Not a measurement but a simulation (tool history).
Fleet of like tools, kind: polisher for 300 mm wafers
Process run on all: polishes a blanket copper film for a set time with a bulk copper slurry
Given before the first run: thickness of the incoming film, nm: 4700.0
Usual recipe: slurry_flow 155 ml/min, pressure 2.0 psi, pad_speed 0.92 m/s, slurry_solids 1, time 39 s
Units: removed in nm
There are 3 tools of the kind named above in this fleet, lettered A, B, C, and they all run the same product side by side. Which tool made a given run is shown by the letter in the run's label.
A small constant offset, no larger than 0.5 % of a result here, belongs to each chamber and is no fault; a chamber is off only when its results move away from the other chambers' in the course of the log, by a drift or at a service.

run,hour,slurry_flow,pressure,pad_speed,slurry_solids,time,removed
1C,8.8,155,2.0,0.92,1,39,244.90
2A,19.1,155,2.0,0.92,1,39,244.16
3B,32.1,155,2.0,0.92,1,39,236.75
4B,39.5,155,2.0,0.92,1,39,242.25
# hour 40.3: chamber C: worn pad replaced by a new one
# hour 48.6: chamber A: worn pad replaced by a new one
5A,49.8,155,2.0,0.92,1,39,240.19
# hour 55.5: chamber A: slurry blender recalibrated
6C,63.3,155,2.0,0.92,1,39,245.92
7A,76.5,155,2.0,0.92,1,39,245.47
# hour 83.2: chamber C: head pressure recalibrated
8B,85.6,155,2.0,0.92,1,39,236.03
9C,93.3,180,2.0,1.16,1,39,312.22
10B,99.6,180,2.0,1.16,1,39,309.32
11C,112.9,180,2.0,1.16,1,39,309.54
# hour 124.4: chamber C: worn pad replaced by a new one
12A,125.0,155,2.0,0.92,1,39,244.23
13A,136.4,155,2.0,0.92,1,39,238.02
# hour 141.5: chamber A: worn pad replaced by a new one
14B,147.9,155,2.0,0.92,1,39,243.99
15C,154.5,155,2.0,0.92,1,39,244.87
# hour 155.1: chamber B: slurry blender recalibrated
# hour 157.7: chamber B: slurry nozzle cleaned
16C,166.7,155,2.0,0.92,1,39,246.43
17A,177.8,155,2.0,0.92,1,39,241.86
# hour 186.9: chamber C: slurry nozzle cleaned
18B,188.9,155,2.3,1.14,1,39,336.56
19B,199.9,155,2.3,1.14,1,39,335.43
20C,213.6,155,2.3,1.14,1,39,343.23
# hour 219.1: chamber A: worn pad replaced by a new one
# hour 220.3: chamber C: worn pad replaced by a new one
21A,220.9,155,2.0,0.92,1,39,241.85
# hour 225.5: chamber C: slurry blender recalibrated
22B,228.4,155,2.0,0.92,1,39,234.88
23C,237.7,155,2.0,0.92,1,39,241.99
# hour 244.2: chamber A: slurry blender recalibrated
24A,251.8,155,2.0,0.92,1,39,244.07
25B,261.9,155,2.0,0.92,1,39,230.28
26A,274.1,155,2.0,0.92,1,39,240.16
27C,281.0,155,2.0,1.20,1,39,315.86
28B,287.7,155,2.0,1.20,1,39,296.09
29C,298.8,155,2.0,1.20,1,39,313.13
# hour 303.3: chamber C: worn pad replaced by a new one
# hour 303.6: chamber A: worn pad replaced by a new one
30A,306.0,155,2.0,0.92,1,39,244.10
31A,313.6,155,2.0,0.92,1,34,210.29
32C,323.7,155,2.0,0.92,1,34,211.76
# hour 326.9: chamber B: slurry blender recalibrated
33B,330.7,155,2.0,0.92,1,34,193.07
34C,339.2,155,2.0,0.92,1,39,241.61
35B,346.1,155,2.0,0.92,1,39,222.76
# hour 350.4: chamber A: slurry nozzle cleaned
36A,354.3,155,2.0,0.92,1,39,244.96
37A,368.5,155,2.0,0.92,1,39,238.30
# hour 381.0: chamber A: worn pad replaced by a new one
38C,382.5,155,2.0,0.92,1,39,242.56
# hour 385.0: chamber C: worn pad replaced by a new one
39B,392.7,155,2.0,0.92,1,39,217.99
40C,405.6,155,2.0,0.92,1,39,240.94
41A,412.8,155,2.0,0.92,1,39,244.61
42B,426.9,155,2.0,0.92,1,39,216.35

Decide between three cases: one chamber stands off from its peers, the gauge reading all wafers drifts, or nothing is wrong past each chamber's small offset. Where a chamber is off, say which and what most likely put it there.

One chamber, B, drifts off from the rest bit by bit.
Likeliest cause: removal rate lost through wear of the pad, % = 11.7.
Not necessarily distinguishable in this log from: head's pressure below its setpoint, %.

Here are 4 candidates for chamber B's next run, each the usual settings with a change, their results left as question marks. Which one brings its results back in line with what the others give on the usual settings?
A result is in line if it is within this distance of the other chambers' mean on the usual settings: removed 9.00 nm
43B-1,437.2,150,2.0,0.80,1.00,39,?
43B-2,437.2,155,2.0,0.92,0.95,31,?
43B-3,437.2,160,2.0,0.92,1.00,44,?
43B-4,437.2,155,2.0,1.02,1.00,44,?

Average result of the remaining chambers running the usual settings: removed 242.58 nm
run,removed
43B-1,184.84
43B-2,167.67
43B-3,241.83
43B-4,266.35
43B-3 is the one that brings the chamber's results back in line with the other chambers.
